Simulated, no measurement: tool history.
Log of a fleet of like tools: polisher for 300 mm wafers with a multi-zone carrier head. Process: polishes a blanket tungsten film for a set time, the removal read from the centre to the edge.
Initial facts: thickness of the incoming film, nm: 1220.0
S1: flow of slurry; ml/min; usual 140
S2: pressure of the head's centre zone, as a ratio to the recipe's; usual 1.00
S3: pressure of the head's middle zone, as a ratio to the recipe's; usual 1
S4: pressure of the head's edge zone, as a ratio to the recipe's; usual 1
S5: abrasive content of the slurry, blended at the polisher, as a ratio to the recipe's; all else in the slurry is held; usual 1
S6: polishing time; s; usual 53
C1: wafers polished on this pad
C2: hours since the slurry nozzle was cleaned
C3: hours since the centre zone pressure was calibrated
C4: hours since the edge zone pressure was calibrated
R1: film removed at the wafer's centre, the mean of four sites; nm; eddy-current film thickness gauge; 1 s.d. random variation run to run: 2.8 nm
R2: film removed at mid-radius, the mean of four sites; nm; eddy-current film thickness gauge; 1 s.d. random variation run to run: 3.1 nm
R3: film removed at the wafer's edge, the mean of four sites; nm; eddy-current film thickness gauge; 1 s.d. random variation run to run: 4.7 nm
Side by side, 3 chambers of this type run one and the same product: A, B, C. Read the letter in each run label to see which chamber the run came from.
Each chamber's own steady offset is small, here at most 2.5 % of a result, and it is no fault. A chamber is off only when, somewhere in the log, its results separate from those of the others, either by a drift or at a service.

| run | hour | S1 | S2 | S3 | S4 | S5 | S6 | C1 | C2 | C3 | C4 | R1 | R2 | R3 |
|---|---|---|---|---|---|---|---|---|---|---|---|---|---|---|
| 1B | 9.7 | 140 | 1.00 | 1 | 1 | 1 | 53 | 134 | 247.9 | 390.6 | 435.4 | 362.10 | 364.67 | 367.89 |
| 2A | 16.5 | 140 | 1.00 | 1 | 1 | 1 | 53 | 926 | 432.8 | 136.6 | 235.4 | 357.71 | 362.57 | 357.20 |
|  | 22.6 | chamber A: slurry nozzle cleaned |
| 3C | 27.2 | 140 | 1.00 | 1 | 1 | 1 | 53 | 563 | 136.2 | 598.5 | 995.2 | 355.57 | 352.47 | 359.02 |
| 4B | 33.4 | 140 | 1.00 | 1 | 1 | 1 | 53 | 383 | 271.6 | 414.3 | 459.1 | 359.01 | 357.09 | 359.78 |
| 5C | 42.8 | 140 | 1.00 | 1 | 1 | 1 | 53 | 727 | 151.8 | 614.1 | 1010.8 | 354.99 | 352.54 | 353.01 |
|  | 47.4 | chamber B: worn pad replaced by a new one |
|  | 47.9 | chamber A: worn pad replaced by a new one |
| 6A | 51.3 | 140 | 1.00 | 1 | 1 | 1 | 53 | 36 | 28.8 | 171.4 | 270.2 | 360.14 | 361.97 | 362.73 |
| 7C | 59.6 | 140 | 1.00 | 1 | 1 | 1 | 53 | 904 | 168.6 | 630.9 | 1027.6 | 354.32 | 351.20 | 359.00 |
| 8B | 65.7 | 140 | 1.00 | 1 | 1 | 1 | 53 | 193 | 303.9 | 446.6 | 491.4 | 361.58 | 363.23 | 353.29 |
| 9A | 73.0 | 140 | 1.00 | 1 | 1 | 1 | 53 | 264 | 50.5 | 193.1 | 291.9 | 360.91 | 356.45 | 371.52 |
|  | 74.1 | chamber C: worn pad replaced by a new one |
| 10B | 79.8 | 140 | 1.00 | 1 | 1 | 1 | 53 | 341 | 318.0 | 460.7 | 505.5 | 358.81 | 355.12 | 355.18 |
| 11A | 89.6 | 140 | 0.90 | 1 | 1 | 1 | 53 | 438 | 67.1 | 209.7 | 308.5 | 319.29 | 357.03 | 358.52 |
|  | 92.9 | chamber B: centre zone pressure recalibrated |
| 12C | 99.0 | 140 | 0.90 | 1 | 1 | 1 | 53 | 261 | 208.0 | 670.3 | 1067.0 | 319.08 | 352.41 | 363.27 |
|  | 105.6 | chamber B: worn pad replaced by a new one |
| 13C | 106.8 | 140 | 0.90 | 1 | 1 | 1 | 53 | 344 | 215.8 | 678.1 | 1074.8 | 320.45 | 347.57 | 361.22 |
| 14B | 117.8 | 140 | 1.00 | 1 | 1 | 1 | 53 | 128 | 356.0 | 24.9 | 543.5 | 361.53 | 360.03 | 364.83 |
|  | 121.1 | chamber C: slurry nozzle cleaned |
| 15A | 127.5 | 140 | 1.00 | 1 | 1 | 1 | 53 | 837 | 105.0 | 247.6 | 346.4 | 359.62 | 360.15 | 357.68 |
| 16C | 138.6 | 140 | 1.00 | 1 | 1 | 1 | 53 | 678 | 17.6 | 709.9 | 1106.6 | 358.72 | 348.88 | 368.03 |
| 17B | 149.9 | 140 | 1.00 | 1 | 1 | 1 | 53 | 465 | 388.1 | 57.0 | 575.6 | 362.73 | 358.66 | 351.38 |
|  | 152.7 | chamber C: centre zone pressure recalibrated |
| 18A | 157.4 | 140 | 1.00 | 1 | 1 | 1 | 53 | 1151 | 134.9 | 277.5 | 376.3 | 359.11 | 363.67 | 356.74 |
|  | 157.6 | chamber B: worn pad replaced by a new one |
|  | 157.7 | chamber A: worn pad replaced by a new one |
|  | 161.2 | chamber C: worn pad replaced by a new one |
| 19C | 165.6 | 120 | 1.00 | 1 | 1 | 1 | 53 | 46 | 44.6 | 13.0 | 1133.6 | 344.09 | 338.09 | 347.57 |
| 20B | 172.6 | 120 | 1.00 | 1 | 1 | 1 | 53 | 158 | 410.8 | 79.7 | 598.3 | 350.17 | 347.49 | 347.57 |
| 21A | 178.3 | 120 | 1.00 | 1 | 1 | 1 | 53 | 217 | 155.8 | 298.4 | 397.2 | 348.16 | 344.08 | 349.86 |
| 22C | 188.6 | 140 | 1.00 | 1 | 1 | 1 | 53 | 288 | 67.6 | 36.0 | 1156.6 | 361.67 | 352.73 | 363.77 |
| 23B | 199.3 | 140 | 1.00 | 1 | 1 | 1 | 53 | 439 | 437.5 | 106.4 | 625.0 | 360.55 | 356.88 | 359.12 |
| 24A | 204.6 | 140 | 1.00 | 1 | 1 | 1 | 53 | 494 | 182.1 | 324.7 | 423.5 | 359.46 | 360.88 | 369.78 |
|  | 210.7 | chamber B: worn pad replaced by a new one |
| 25A | 211.4 | 170 | 0.95 | 1 | 1 | 1 | 53 | 565 | 188.9 | 331.5 | 430.3 | 352.68 | 378.26 | 369.61 |
| 26C | 218.9 | 170 | 0.95 | 1 | 1 | 1 | 53 | 606 | 97.9 | 66.3 | 1186.9 | 352.08 | 364.82 | 367.80 |
|  | 220.0 | chamber B: edge zone pressure recalibrated |
| 27B | 229.3 | 170 | 0.95 | 1 | 1 | 1 | 53 | 196 | 467.5 | 136.4 | 9.4 | 354.61 | 373.23 | 370.89 |

Is one chamber out of step, is the gauge drifting, or do the chambers differ by no more than their own small offsets? For an off chamber, give its letter and the likeliest cause.

Neither any chamber nor the gauge drifts; the chambers differ only by their own small, steady offsets.

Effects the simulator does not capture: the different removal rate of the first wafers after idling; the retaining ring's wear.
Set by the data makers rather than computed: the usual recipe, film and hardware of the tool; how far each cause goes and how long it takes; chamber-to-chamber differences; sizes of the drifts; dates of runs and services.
